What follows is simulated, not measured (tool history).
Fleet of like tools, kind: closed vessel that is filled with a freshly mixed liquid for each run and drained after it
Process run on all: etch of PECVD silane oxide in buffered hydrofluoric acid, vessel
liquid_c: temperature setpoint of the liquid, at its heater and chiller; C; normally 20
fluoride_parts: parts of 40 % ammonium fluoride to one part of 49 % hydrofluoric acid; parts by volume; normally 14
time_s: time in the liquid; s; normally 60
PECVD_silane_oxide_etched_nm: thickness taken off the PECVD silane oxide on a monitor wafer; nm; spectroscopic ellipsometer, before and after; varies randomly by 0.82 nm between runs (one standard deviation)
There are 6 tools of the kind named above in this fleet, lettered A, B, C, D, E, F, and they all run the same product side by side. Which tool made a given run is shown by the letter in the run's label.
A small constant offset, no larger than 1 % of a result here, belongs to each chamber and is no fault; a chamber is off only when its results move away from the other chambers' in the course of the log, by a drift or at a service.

| run | hour | liquid_c | fluoride_parts | time_s | hours since the thermometer was replaced | hours since the hydrofluoric acid flow meter was replaced | read-back film thickness of the PECVD silane oxide reference wafer, read on the same gauge (nm) | PECVD_silane_oxide_etched_nm |
|---|---|---|---|---|---|---|---|---|
| 1D | 4.4 | 20 | 14 | 60 | 198.7 | 139.7 | 60.007 | 93.707 |
| 2F | 7.9 | 20 | 14 | 60 | 1327.7 | 2526.5 | 59.99 | 93.546 |
| 3B | 11.6 | 20 | 14 | 60 | 593.4 | 285.4 | 59.983 | 94.666 |
| 4E | 16.3 | 20 | 14 | 60 | 774.1 | 1589.9 | 60.045 | 94.744 |
| 5A | 20.7 | 20 | 14 | 60 | 1847.7 | 241.4 | 59.989 | 92.467 |
| 6C | 25 | 20 | 14 | 60 | 174.9 | 1270.6 | 60.026 | 91.987 |
| 7C | 28.1 | 20 | 14 | 60 | 178 | 1273.7 | 59.984 | 93.427 |
| 8E | 31.6 | 20 | 14 | 60 | 789.4 | 1605.2 | 59.991 | 93.702 |
| 9B | 36.3 | 20 | 14 | 60 | 618.1 | 310.1 | 59.99 | 94.618 |
| 10D | 42.2 | 22.5 | 14 | 60 | 236.5 | 177.5 | 60.044 | 107.55 |
| 11F | 48.7 | 22.5 | 14 | 60 | 1368.5 | 2567.3 | 59.983 | 110.31 |
| 12A | 52.6 | 22.5 | 14 | 60 | 1879.6 | 273.3 | 59.996 | 107.14 |
| 13F | 57.3 | 22.5 | 14 | 60 | 1377.1 | 2575.9 | 59.983 | 109.99 |
| 14E | 62.7 | 22.5 | 14 | 60 | 820.5 | 1636.3 | 59.965 | 107.1 |
| 15A | 66.7 | 22.5 | 14 | 60 | 1893.7 | 287.4 | 60.026 | 108.53 |
| 16D | 69.8 | 20 | 14 | 60 | 264.1 | 205.1 | 60.016 | 94.608 |
| 17C | 76.6 | 20 | 14 | 60 | 226.5 | 1322.2 | 59.996 | 93.353 |
| 18B | 80.3 | 20 | 14 | 60 | 662.1 | 354.1 | 59.98 | 93.79 |
| 19B | 86.7 | 20 | 14 | 60 | 668.5 | 360.5 | 59.987 | 92.988 |
| 20A | 92 | 20 | 14 | 60 | 1919 | 312.7 | 60.003 | 94.241 |
| 21F | 96.2 | 20 | 14 | 60 | 1416 | 2614.8 | 60.027 | 96.134 |
| 22E | 102.7 | 20 | 14 | 60 | 860.5 | 1676.3 | 60.017 | 93.161 |
| 23C | 105.8 | 20 | 14 | 60 | 255.7 | 1351.4 | 59.989 | 93.195 |
|  | 107.6 | chamber E: hydrofluoric acid flow meter replaced |
| 24D | 110.1 | 20 | 14 | 60 | 304.4 | 245.4 | 60.018 | 93.356 |
|  | 112.3 | chamber F: hydrofluoric acid flow meter replaced |
| 25C | 115.7 | 20 | 14 | 60 | 265.6 | 1361.3 | 59.968 | 92.743 |
| 26F | 121.6 | 20 | 14 | 60 | 1441.4 | 9.4 | 59.962 | 92.782 |
| 27A | 128 | 20 | 14 | 40 | 1955 | 348.7 | 60.062 | 62.82 |
| 28E | 133.4 | 20 | 14 | 40 | 891.2 | 25.8 | 60.027 | 62.671 |
| 29B | 137.5 | 20 | 14 | 40 | 719.3 | 411.3 | 60.003 | 62.826 |
| 30D | 141.4 | 20 | 14 | 40 | 335.7 | 276.7 | 60.028 | 62.976 |
| 31E | 147.1 | 20 | 14 | 40 | 904.9 | 39.5 | 59.978 | 62.181 |
| 32C | 153 | 20 | 14 | 40 | 302.9 | 1398.6 | 59.977 | 61.485 |
| 33D | 158.8 | 20 | 14 | 60 | 353.1 | 294.1 | 59.987 | 94.049 |
| 34F | 165.6 | 20 | 14 | 60 | 1485.4 | 53.4 | 59.951 | 94.857 |
| 35B | 168.8 | 20 | 14 | 60 | 750.6 | 442.6 | 59.999 | 94.245 |
| 36A | 172.9 | 20 | 14 | 60 | 1999.9 | 393.6 | 59.98 | 93.602 |
| 37B | 179.3 | 20 | 14 | 60 | 761.1 | 453.1 | 60.032 | 93.629 |
| 38E | 182.5 | 20 | 14 | 60 | 940.3 | 74.9 | 60.012 | 92.357 |
| 39C | 188.1 | 20 | 14 | 60 | 338 | 1433.7 | 59.993 | 93.985 |
| 40D | 191.2 | 20 | 14 | 60 | 385.5 | 326.5 | 60.006 | 92.604 |
| 41A | 197.6 | 20 | 14 | 60 | 2024.6 | 418.3 | 59.965 | 94.378 |
| 42F | 203 | 20 | 14 | 60 | 1522.8 | 90.8 | 60.001 | 94.941 |

Has any chamber moved away from the others, gradually or after a service, or does the common gauge drift, or do the chambers differ only by their own small steady offsets? State the chamber and the most likely cause if one applies.

All chambers stay in line apart from their small fixed offsets, and the gauge does not drift.
